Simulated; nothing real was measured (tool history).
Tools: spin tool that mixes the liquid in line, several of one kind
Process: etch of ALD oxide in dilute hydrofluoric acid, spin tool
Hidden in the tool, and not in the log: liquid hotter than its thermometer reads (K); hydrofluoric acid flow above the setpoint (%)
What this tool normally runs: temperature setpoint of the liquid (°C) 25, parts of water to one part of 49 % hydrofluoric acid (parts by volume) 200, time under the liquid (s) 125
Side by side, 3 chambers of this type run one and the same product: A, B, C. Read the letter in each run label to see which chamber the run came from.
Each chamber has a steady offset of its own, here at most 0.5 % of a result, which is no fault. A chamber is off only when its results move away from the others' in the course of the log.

run,day,temperature setpoint of the liquid (°C),parts of water to one part of 49 % hydrofluoric acid (parts by volume),time under the liquid (s),hours since the thermometer was replaced,hours since the hydrofluoric acid flow meter was replaced,"read-back film thickness of the ALD oxide reference wafer, read on the same gauge (nm)",thickness taken off the ALD oxide on a monitor wafer (nm)
1C,0.354,25,200,125,2242.3,217.2,40.006,10.9240
2A,0.692,25,200,125,1620.9,378.6,39.990,11.0790
3B,1.142,25,200,125,384.8,1001.2,39.988,11.1590
4B,1.462,25,200,125,392.5,1008.9,39.964,11.1970
5A,2.008,25,200,125,1652.5,410.2,40.005,11.1500
6C,2.367,25,200,90,2290.6,265.5,40.017,8.0402
7A,2.858,25,200,90,1672.9,430.6,40.006,7.9508
8C,3.350,25,200,90,2314.2,289.1,40.000,8.0006
9B,3.971,25,200,125,452.7,1069.1,40.008,11.1540
10C,4.512,25,200,125,2342.1,317.0,39.995,11.0710
11A,5.146,25,200,125,1727.8,485.5,39.981,11.2510
12B,5.721,25,200,125,494.7,1111.1,40.015,11.0670
13A,6.146,25,200,125,1751.8,509.5,39.991,11.2220
14C,6.475,25,200,125,2389.2,364.1,39.979,11.1300
15B,7.108,25,200,75,528.0,1144.4,39.994,6.6082
# day 7.254: chamber C: thermometer replaced
16C,7.588,25,200,75,8.0,390.8,39.994,6.6278
17A,8.233,25,200,75,1801.9,559.6,39.999,6.9305
18B,8.796,25,120,160,568.5,1184.9,39.965,25.9020
19B,9.221,25,120,160,578.7,1195.1,40.011,25.7580
20A,9.808,25,120,160,1839.7,597.4,39.979,26.7820
21C,10.400,25,200,125,75.5,458.3,40.014,11.0460
22C,10.738,25,285,70,83.6,466.4,39.949,4.0250
23B,11.100,25,285,70,623.8,1240.2,39.989,3.9806
24A,11.554,25,285,70,1881.6,639.3,39.988,4.2565
25C,12.038,25,200,125,114.8,497.6,39.993,11.1390

For the next run the whole fleet of 3 chambers uses the same settings. Give each chamber's results:
26A,12.517,28,200,125,,,,?
26B,12.517,28,200,125,,,,?
26C,12.517,28,200,125,,,,?

run,thickness taken off the ALD oxide on a monitor wafer (nm)
26A,13.2450
26B,12.3180
26C,12.3760
